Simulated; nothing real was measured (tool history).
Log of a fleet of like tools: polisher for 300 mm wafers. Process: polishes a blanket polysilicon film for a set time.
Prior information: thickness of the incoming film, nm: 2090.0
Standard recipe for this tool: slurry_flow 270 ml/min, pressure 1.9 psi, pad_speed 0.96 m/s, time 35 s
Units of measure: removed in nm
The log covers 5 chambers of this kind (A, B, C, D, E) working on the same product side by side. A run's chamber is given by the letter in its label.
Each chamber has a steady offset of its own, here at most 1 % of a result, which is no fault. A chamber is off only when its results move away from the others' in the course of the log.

{"day": 0.333, "done": "chamber E: slurry nozzle cleaned"}
{"run": "1D", "day": 0.446, "slurry_flow": 270, "pressure": 1.9, "pad_speed": 0.96, "time": 35, "removed": 205.06}
{"day": 0.575, "done": "chamber A: slurry nozzle cleaned"}
{"day": 0.783, "done": "chamber D: worn pad replaced by a new one"}
{"run": "2E", "day": 0.8, "slurry_flow": 270, "pressure": 1.9, "pad_speed": 0.96, "time": 35, "removed": 199.78}
{"day": 0.817, "done": "chamber B: worn pad replaced by a new one"}
{"day": 0.829, "done": "chamber C: slurry nozzle cleaned"}
{"run": "3C", "day": 1.121, "slurry_flow": 270, "pressure": 1.9, "pad_speed": 0.96, "time": 35, "removed": 204.89}
{"run": "4A", "day": 1.579, "slurry_flow": 270, "pressure": 1.9, "pad_speed": 0.96, "time": 35, "removed": 208.83}
{"run": "5B", "day": 2.025, "slurry_flow": 270, "pressure": 1.9, "pad_speed": 0.96, "time": 35, "removed": 197.98}
{"run": "6E", "day": 2.304, "slurry_flow": 270, "pressure": 1.9, "pad_speed": 0.96, "time": 35, "removed": 205.77}
{"run": "7C", "day": 2.654, "slurry_flow": 270, "pressure": 1.9, "pad_speed": 0.96, "time": 35, "removed": 208.6}
{"run": "8A", "day": 2.962, "slurry_flow": 270, "pressure": 1.9, "pad_speed": 0.96, "time": 35, "removed": 204.1}
{"day": 3.0, "done": "chamber C: worn pad replaced by a new one"}
{"run": "9D", "day": 3.204, "slurry_flow": 270, "pressure": 1.9, "pad_speed": 0.96, "time": 35, "removed": 205.55}
{"run": "10B", "day": 3.675, "slurry_flow": 315, "pressure": 2.2, "pad_speed": 0.96, "time": 35, "removed": 243.53}
{"day": 3.7, "done": "chamber E: worn pad replaced by a new one"}
{"day": 3.738, "done": "chamber B: worn pad replaced by a new one"}
{"run": "11A", "day": 4.154, "slurry_flow": 315, "pressure": 2.2, "pad_speed": 0.96, "time": 35, "removed": 237.33}
{"run": "12E", "day": 4.546, "slurry_flow": 315, "pressure": 2.2, "pad_speed": 0.96, "time": 35, "removed": 241.89}
{"day": 4.608, "done": "chamber A: worn pad replaced by a new one"}
{"day": 4.75, "done": "chamber A: head pressure recalibrated"}
{"run": "13C", "day": 4.996, "slurry_flow": 315, "pressure": 2.2, "pad_speed": 0.96, "time": 35, "removed": 248.26}
{"run": "14D", "day": 5.467, "slurry_flow": 315, "pressure": 2.2, "pad_speed": 0.96, "time": 35, "removed": 243.77}
{"run": "15B", "day": 5.821, "slurry_flow": 270, "pressure": 1.9, "pad_speed": 0.96, "time": 35, "removed": 204.78}
{"day": 6.138, "done": "chamber C: worn pad replaced by a new one"}
{"run": "16B", "day": 6.183, "slurry_flow": 270, "pressure": 1.9, "pad_speed": 0.96, "time": 35, "removed": 205.29}
{"day": 6.204, "done": "chamber D: worn pad replaced by a new one"}
{"run": "17C", "day": 6.596, "slurry_flow": 270, "pressure": 1.9, "pad_speed": 0.96, "time": 35, "removed": 203.59}
{"run": "18A", "day": 7.046, "slurry_flow": 270, "pressure": 1.9, "pad_speed": 0.96, "time": 35, "removed": 223.92}
{"day": 7.179, "done": "chamber B: worn pad replaced by a new one"}
{"run": "19D", "day": 7.512, "slurry_flow": 270, "pressure": 1.9, "pad_speed": 0.96, "time": 35, "removed": 205.2}
{"run": "20E", "day": 7.742, "slurry_flow": 270, "pressure": 1.9, "pad_speed": 0.96, "time": 35, "removed": 204.26}
{"day": 7.75, "done": "chamber E: head pressure recalibrated"}
{"run": "21E", "day": 8.146, "slurry_flow": 270, "pressure": 1.9, "pad_speed": 0.96, "time": 35, "removed": 202.83}
{"day": 8.283, "done": "chamber C: head pressure recalibrated"}
{"run": "22C", "day": 8.379, "slurry_flow": 270, "pressure": 1.9, "pad_speed": 0.96, "time": 35, "removed": 199.7}
{"run": "23B", "day": 8.629, "slurry_flow": 270, "pressure": 1.9, "pad_speed": 0.7, "time": 35, "removed": 151.9}
{"run": "24D", "day": 9.067, "slurry_flow": 270, "pressure": 1.9, "pad_speed": 0.7, "time": 35, "removed": 152.16}
{"run": "25A", "day": 9.504, "slurry_flow": 270, "pressure": 1.9, "pad_speed": 0.7, "time": 35, "removed": 167.04}
{"day": 9.671, "done": "chamber C: worn pad replaced by a new one"}
{"run": "26E", "day": 9.9, "slurry_flow": 270, "pressure": 1.9, "pad_speed": 0.7, "time": 35, "removed": 151.24}
{"day": 9.967, "done": "chamber D: head pressure recalibrated"}
{"day": 10.225, "done": "chamber B: worn pad replaced by a new one"}
{"run": "27D", "day": 10.325, "slurry_flow": 270, "pressure": 1.9, "pad_speed": 0.7, "time": 35, "removed": 149.94}
{"run": "28A", "day": 10.721, "slurry_flow": 270, "pressure": 1.9, "pad_speed": 0.96, "time": 35, "removed": 229.65}
{"run": "29B", "day": 10.954, "slurry_flow": 270, "pressure": 1.9, "pad_speed": 0.96, "time": 35, "removed": 210.13}
{"day": 11.1, "done": "chamber E: worn pad replaced by a new one"}
{"run": "30C", "day": 11.292, "slurry_flow": 270, "pressure": 1.9, "pad_speed": 0.96, "time": 35, "removed": 200.72}
{"run": "31D", "day": 11.567, "slurry_flow": 270, "pressure": 1.9, "pad_speed": 0.96, "time": 35, "removed": 205.55}
{"day": 11.729, "done": "chamber B: slurry nozzle cleaned"}
{"run": "32E", "day": 11.792, "slurry_flow": 270, "pressure": 1.9, "pad_speed": 0.96, "time": 35, "removed": 209.01}
{"run": "33B", "day": 12.204, "slurry_flow": 270, "pressure": 1.9, "pad_speed": 0.96, "time": 35, "removed": 206.14}
{"run": "34C", "day": 12.575, "slurry_flow": 270, "pressure": 1.9, "pad_speed": 0.96, "time": 35, "removed": 204.15}
{"day": 12.95, "done": "chamber A: worn pad replaced by a new one"}
{"run": "35A", "day": 13.017, "slurry_flow": 270, "pressure": 1.9, "pad_speed": 0.96, "time": 35, "removed": 225.23}
{"run": "36C", "day": 13.408, "slurry_flow": 270, "pressure": 1.9, "pad_speed": 0.96, "time": 35, "removed": 202.76}

Predict what each chamber gives when all 5 of them run the settings below next.
{"run": "37A", "day": 13.758, "slurry_flow": 270, "pressure": 1.9, "pad_speed": 0.96, "time": 35, "removed": "?"}
{"run": "37B", "day": 13.758, "slurry_flow": 270, "pressure": 1.9, "pad_speed": 0.96, "time": 35, "removed": "?"}
{"run": "37C", "day": 13.758, "slurry_flow": 270, "pressure": 1.9, "pad_speed": 0.96, "time": 35, "removed": "?"}
{"run": "37D", "day": 13.758, "slurry_flow": 270, "pressure": 1.9, "pad_speed": 0.96, "time": 35, "removed": "?"}
{"run": "37E", "day": 13.758, "slurry_flow": 270, "pressure": 1.9, "pad_speed": 0.96, "time": 35, "removed": "?"}

run=37A removed=229.27
run=37B removed=213.91
run=37C removed=208.57
run=37D removed=212.26
run=37E removed=204.56
